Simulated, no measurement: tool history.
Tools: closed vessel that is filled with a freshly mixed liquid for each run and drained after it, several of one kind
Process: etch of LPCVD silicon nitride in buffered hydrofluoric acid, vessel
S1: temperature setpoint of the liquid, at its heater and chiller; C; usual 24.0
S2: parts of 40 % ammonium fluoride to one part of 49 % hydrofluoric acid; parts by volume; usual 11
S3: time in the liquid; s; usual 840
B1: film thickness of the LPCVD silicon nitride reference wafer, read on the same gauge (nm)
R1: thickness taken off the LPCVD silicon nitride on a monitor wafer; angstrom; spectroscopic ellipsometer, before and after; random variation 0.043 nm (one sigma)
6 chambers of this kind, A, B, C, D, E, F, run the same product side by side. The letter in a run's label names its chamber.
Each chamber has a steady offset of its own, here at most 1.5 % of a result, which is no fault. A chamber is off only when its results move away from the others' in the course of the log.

run,hour,S1,S2,S3,B1,R1
1D,6.0,24.0,11,840,59.998,127.760
2B,10.8,24.0,11,840,60.008,127.970
3E,18.9,24.0,11,840,60.004,128.040
4A,23.1,24.0,11,840,59.984,127.040
# hour 25.6: chamber B: hydrofluoric acid flow meter replaced
5F,30.4,24.0,11,840,60.014,126.310
6C,34.9,24.0,11,615,60.007,93.711
7A,41.6,24.0,11,615,60.032,93.137
8C,49.5,24.0,11,615,60.015,93.471
9B,54.2,24.0,11,615,60.005,93.360
10D,62.4,24.0,11,615,59.996,94.090
11F,70.2,24.0,11,615,60.011,92.110
12E,79.4,24.0,11,840,60.025,127.830
13E,88.3,24.0,11,840,59.996,127.250
14C,97.0,24.0,11,840,59.998,127.050
15B,103.5,24.0,11,840,59.981,128.080
16F,110.1,24.0,11,840,59.988,125.200
17D,114.7,24.0,11,840,59.974,128.040
18A,122.5,22.0,11,1200,59.981,163.270
19B,129.7,22.0,11,1200,60.003,162.710
20D,137.1,22.0,11,1200,59.998,162.780
21C,142.4,22.0,11,1200,60.019,162.580
22A,149.5,22.0,11,1200,60.000,163.800
23E,157.4,22.0,11,1200,59.995,162.970
24F,162.2,24.0,11,840,59.984,125.880
25D,171.4,24.0,11,840,59.986,125.420
26F,180.5,27.5,7,840,60.002,234.260
27C,185.2,27.5,7,840,60.000,237.030
28B,193.2,27.5,7,840,60.004,235.800
29E,201.9,27.5,7,840,60.013,236.590
30A,207.9,27.5,7,840,60.009,233.460
31A,214.7,27.5,7,840,60.019,234.120
32E,219.6,24.0,11,1035,60.013,156.610
33B,226.7,24.0,11,1035,60.013,156.880
34C,231.5,24.0,11,1035,60.007,156.820
35F,241.1,24.0,11,1035,60.015,155.210
36D,245.3,24.0,11,1035,60.006,153.460
37F,252.7,24.0,11,1035,59.998,154.590
38E,259.0,24.0,11,840,60.017,127.350
39B,266.5,24.0,11,840,60.011,128.020
40C,271.6,24.0,11,840,60.004,127.550
41D,278.1,24.0,11,840,59.986,124.090
42A,287.0,24.0,11,840,59.980,126.980
43D,295.4,24.0,11,840,59.975,123.460

Is one chamber off against the others, does the gauge drift, or is nothing wrong? If a chamber is off, say which, and what the likeliest cause is.

Chamber D drifts away from the others.
Cause: liquid colder than its thermometer reads (K) = 0.687.
The log may not tell that from: hydrofluoric acid flow below the setpoint (%).

Here are 4 candidates for chamber D's next run, each the usual settings with a change, their results left as question marks. Which one brings its results back in line with what the others give on the usual settings?
In line means no further than this from the other chambers' mean on the usual settings: R1 1.500 angstrom
44D-1,302.4,24.0,11,865,,?
44D-2,302.4,23.5,11,840,,?
44D-3,302.4,24.0,11,790,,?
44D-4,302.4,24.0,11,890,,?

The other chambers' mean on the usual settings: R1 127.130 angstrom
run,R1
44D-1,127.360
44D-2,120.330
44D-3,116.310
44D-4,131.040
44D-1 brings the chamber back in line.
